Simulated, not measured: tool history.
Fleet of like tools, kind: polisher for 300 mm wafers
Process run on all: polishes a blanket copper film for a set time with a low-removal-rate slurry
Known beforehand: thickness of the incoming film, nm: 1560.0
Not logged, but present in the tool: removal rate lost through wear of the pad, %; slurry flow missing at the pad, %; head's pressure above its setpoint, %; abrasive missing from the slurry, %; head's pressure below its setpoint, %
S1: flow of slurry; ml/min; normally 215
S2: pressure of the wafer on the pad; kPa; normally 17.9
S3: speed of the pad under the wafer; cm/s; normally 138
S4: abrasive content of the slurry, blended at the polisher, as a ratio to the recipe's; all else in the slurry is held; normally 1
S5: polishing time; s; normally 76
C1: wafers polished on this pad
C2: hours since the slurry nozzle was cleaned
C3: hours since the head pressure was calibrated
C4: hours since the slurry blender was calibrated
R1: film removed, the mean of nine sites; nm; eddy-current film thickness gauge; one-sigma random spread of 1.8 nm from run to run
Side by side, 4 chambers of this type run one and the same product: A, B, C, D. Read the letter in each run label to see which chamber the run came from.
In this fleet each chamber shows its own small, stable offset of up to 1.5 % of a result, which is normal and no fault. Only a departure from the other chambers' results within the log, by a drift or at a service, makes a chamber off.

run,day,S1,S2,S3,S4,S5,C1,C2,C3,C4,R1
1A,0.321,215,17.9,138,1,76,416,15.7,629.9,275.5,232.88
# day 0.642: chamber B: slurry nozzle cleaned
# day 0.7: chamber C: worn pad replaced by a new one
2B,0.783,215,17.9,138,1,76,272,3.5,163.3,36.2,232.26
# day 0.812: chamber A: slurry blender recalibrated
3D,1.092,215,17.9,138,1,76,728,777.9,606.4,190.7,229.13
4C,1.538,215,17.9,138,1,76,240,286.2,347.5,238.2,231.12
5B,1.946,215,17.9,138,1,76,604,31.4,191.2,64.1,233.02
6C,2.171,215,17.9,138,1,76,421,301.4,362.7,253.4,229.93
7A,2.633,215,17.9,138,1,76,1076,71.2,685.4,43.7,234.43
# day 2.812: chamber A: worn pad replaced by a new one
8D,2.912,215,17.9,138,1,76,1248,821.6,650.1,234.4,235.92
# day 3.175: chamber C: worn pad replaced by a new one
# day 3.229: chamber B: worn pad replaced by a new one
9C,3.325,215,17.9,138,1,76,43,329.1,390.4,281.1,233.98
10B,3.533,215,17.9,138,1,76,87,69.5,229.3,102.2,235.89
11D,3.8,215,17.9,138,1,76,1502,842.9,671.4,255.7,229.76
# day 3.862: chamber C: head pressure recalibrated
# day 3.921: chamber D: slurry nozzle cleaned
12A,4.088,215,17.9,138,1,76,364,106.1,720.3,78.6,230.46
13B,4.454,215,17.9,138,1,76,350,91.6,251.4,124.3,230.94
14A,4.679,215,17.9,138,1,76,533,120.3,734.5,92.8,234.45
# day 4.725: chamber B: slurry blender recalibrated
# day 4.738: chamber C: slurry blender recalibrated
15D,4.917,215,17.9,138,1,76,1821,23.9,698.2,282.5,222.7
16C,5.238,215,17.9,138,1,76,590,375,33.1,12,228.12
# day 5.242: chamber D: slurry blender recalibrated
17D,5.517,215,17.9,138,1,76,1992,38.3,712.6,6.7,223.55
# day 5.754: chamber C: worn pad replaced by a new one
18A,5.85,240,17.9,138,1,76,868,148.4,762.6,120.9,237.79
19C,6.208,240,17.9,138,1,76,129,398.3,56.4,35.3,233.71
# day 6.371: chamber B: worn pad replaced by a new one
20B,6.483,240,17.9,138,1,76,32,140.3,300.1,42.2,236.63
21D,6.754,240,17.9,138,1,76,2345,68,742.3,36.4,219.15
# day 6.883: chamber A: head pressure recalibrated
# day 6.942: chamber A: worn pad replaced by a new one
22A,7.1,215,17.9,138,1,76,45,178.4,5.2,150.9,233.9
23B,7.375,215,17.9,138,1,76,287,161.7,321.5,63.6,233.35
# day 7.475: chamber D: head pressure recalibrated
24C,7.704,275,20.7,138,1,76,557,434.2,92.3,71.2,273.48
25B,8.046,275,20.7,138,1,76,479,177.8,337.6,79.7,273.3
# day 8.154: chamber C: worn pad replaced by a new one
26C,8.371,275,20.7,138,1,76,62,450.2,108.3,87.2,270.66
27D,8.633,275,20.7,138,1,76,2882,113.1,27.9,81.5,250.68

Has any chamber moved away from the others, gradually or after a service, or does the common gauge drift, or do the chambers differ only by their own small steady offsets? State the chamber and the most likely cause if one applies.

One chamber, D, drifts off from the rest bit by bit.
Cause: removal rate lost through wear of the pad, % = 10.4.

Which of the 4 candidates below, each the usual settings with something changed and its results left as question marks, puts chamber D back in line with what the other chambers give on the usual settings?
A result is in line if it is within this distance of the other chambers' mean on the usual settings: R1 6.3 nm
28D-1,8.967,215,15.9,138,1,76,,,,,?
28D-2,8.967,215,17.9,140,1,78,,,,,?
28D-3,8.967,215,17.9,138,1,73,,,,,?
28D-4,8.967,215,18.6,144,1,79,,,,,?

The mean the other chambers reach with the usual settings: R1 232.54 nm
run,R1
28D-1,184.12
28D-2,216.55
28D-3,199.73
28D-4,234.3
Change 28D-4 lands the chamber within the allowed miss of the other chambers.

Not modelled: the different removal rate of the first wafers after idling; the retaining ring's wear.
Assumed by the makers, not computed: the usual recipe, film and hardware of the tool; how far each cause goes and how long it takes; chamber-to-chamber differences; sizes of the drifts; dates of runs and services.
